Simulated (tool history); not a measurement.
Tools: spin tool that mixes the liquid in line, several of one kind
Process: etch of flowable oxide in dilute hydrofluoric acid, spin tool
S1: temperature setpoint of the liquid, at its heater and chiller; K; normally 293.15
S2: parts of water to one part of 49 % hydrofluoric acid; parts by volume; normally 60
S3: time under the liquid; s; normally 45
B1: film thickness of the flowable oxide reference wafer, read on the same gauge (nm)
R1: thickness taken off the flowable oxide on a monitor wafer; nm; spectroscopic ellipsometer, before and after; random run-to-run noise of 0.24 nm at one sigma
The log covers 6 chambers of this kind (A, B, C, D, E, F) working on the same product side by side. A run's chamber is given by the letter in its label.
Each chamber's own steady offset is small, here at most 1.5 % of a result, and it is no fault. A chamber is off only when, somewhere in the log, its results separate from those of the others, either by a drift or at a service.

| run | hour | S1 | S2 | S3 | B1 | R1 |
|---|---|---|---|---|---|---|
| 1F | 5 | 293.15 | 60 | 45 | 40.01 | 31.451 |
| 2D | 10.3 | 293.15 | 60 | 45 | 40.048 | 31.507 |
| 3C | 15.1 | 293.15 | 60 | 45 | 39.975 | 31.601 |
| 4E | 18.8 | 293.15 | 60 | 45 | 40.031 | 31.248 |
| 5B | 23.5 | 293.15 | 60 | 45 | 39.97 | 31.019 |
| 6A | 28.6 | 293.15 | 60 | 45 | 39.969 | 31.432 |
| 7B | 33.5 | 293.15 | 60 | 45 | 40.003 | 31.247 |
| 8F | 38.3 | 293.15 | 60 | 45 | 39.961 | 31.155 |
| 9E | 43.8 | 290.15 | 60 | 45 | 39.982 | 27.166 |
| 10C | 48.1 | 290.15 | 60 | 45 | 39.99 | 27.463 |
| 11D | 52.9 | 290.15 | 60 | 45 | 39.99 | 27.613 |
| 12A | 57.5 | 290.15 | 60 | 45 | 40.015 | 27.235 |
| 13A | 61.3 | 290.15 | 60 | 45 | 40.007 | 27.337 |
| 14F | 66 | 290.15 | 60 | 45 | 40.006 | 27.337 |
| 15C | 70.5 | 295.15 | 75 | 45 | 39.969 | 27.119 |
| 16D | 74.3 | 295.15 | 75 | 45 | 40.004 | 27.378 |
| 17B | 77.7 | 295.15 | 75 | 45 | 40.009 | 27.625 |
| 18E | 81 | 295.15 | 75 | 45 | 40.008 | 27.141 |
| 19E | 83.8 | 295.15 | 75 | 45 | 39.957 | 26.624 |
| 20A | 86.4 | 295.15 | 75 | 45 | 40.009 | 26.262 |
| 21F | 90.2 | 293.15 | 60 | 45 | 39.979 | 30.851 |
| 22B | 95.5 | 295.65 | 60 | 30 | 40.008 | 23.899 |
| 23C | 100.1 | 295.65 | 60 | 30 | 40.013 | 23.556 |
| 24D | 102.9 | 295.65 | 60 | 30 | 40.011 | 23.668 |
| 25E | 107 | 295.65 | 60 | 30 | 40.007 | 23.082 |
| 26B | 109.7 | 295.65 | 60 | 30 | 39.983 | 23.925 |
| 27A | 113.1 | 295.65 | 60 | 30 | 39.976 | 23.149 |
| 28F | 117.5 | 293.15 | 60 | 45 | 39.997 | 31.431 |
| 29C | 122.7 | 293.15 | 60 | 45 | 40.011 | 31.52 |
| 30D | 127.8 | 293.15 | 60 | 45 | 40.028 | 31.542 |
| 31E | 132.3 | 293.15 | 60 | 45 | 40.03 | 31.348 |
| 32D | 136.3 | 293.15 | 60 | 45 | 40 | 31.741 |
| 33C | 138.9 | 293.15 | 60 | 45 | 39.989 | 31.114 |
| 34F | 144.3 | 293.15 | 45 | 55 | 39.995 | 52.202 |
| 35B | 147.5 | 293.15 | 45 | 55 | 39.978 | 54.825 |
| 36A | 153.1 | 293.15 | 45 | 55 | 39.996 | 51.642 |
| 37E | 155.7 | 293.15 | 45 | 55 | 39.99 | 52.163 |
| 38A | 159.1 | 293.15 | 45 | 55 | 39.992 | 51.941 |
| 39C | 161.9 | 293.15 | 45 | 55 | 39.955 | 51.727 |
| 40D | 165.8 | 293.15 | 60 | 45 | 39.99 | 32.178 |
|  | 169.8 | chamber B: thermometer replaced |
| 41B | 170.4 | 293.15 | 60 | 45 | 39.968 | 33.234 |

Next, all 6 chambers run the settings below, one line each with question marks for the results. What does each chamber give?
| 42A | 174.6 | 293.15 | 75 | 45 |  | ? |
| 42B | 174.6 | 293.15 | 75 | 45 |  | ? |
| 42C | 174.6 | 293.15 | 75 | 45 |  | ? |
| 42D | 174.6 | 293.15 | 75 | 45 |  | ? |
| 42E | 174.6 | 293.15 | 75 | 45 |  | ? |
| 42F | 174.6 | 293.15 | 75 | 45 |  | ? |

| run | R1 |
|---|---|
| 42A | 24.173 |
| 42B | 25.89 |
| 42C | 24.631 |
| 42D | 24.483 |
| 42E | 24.767 |
| 42F | 24.055 |
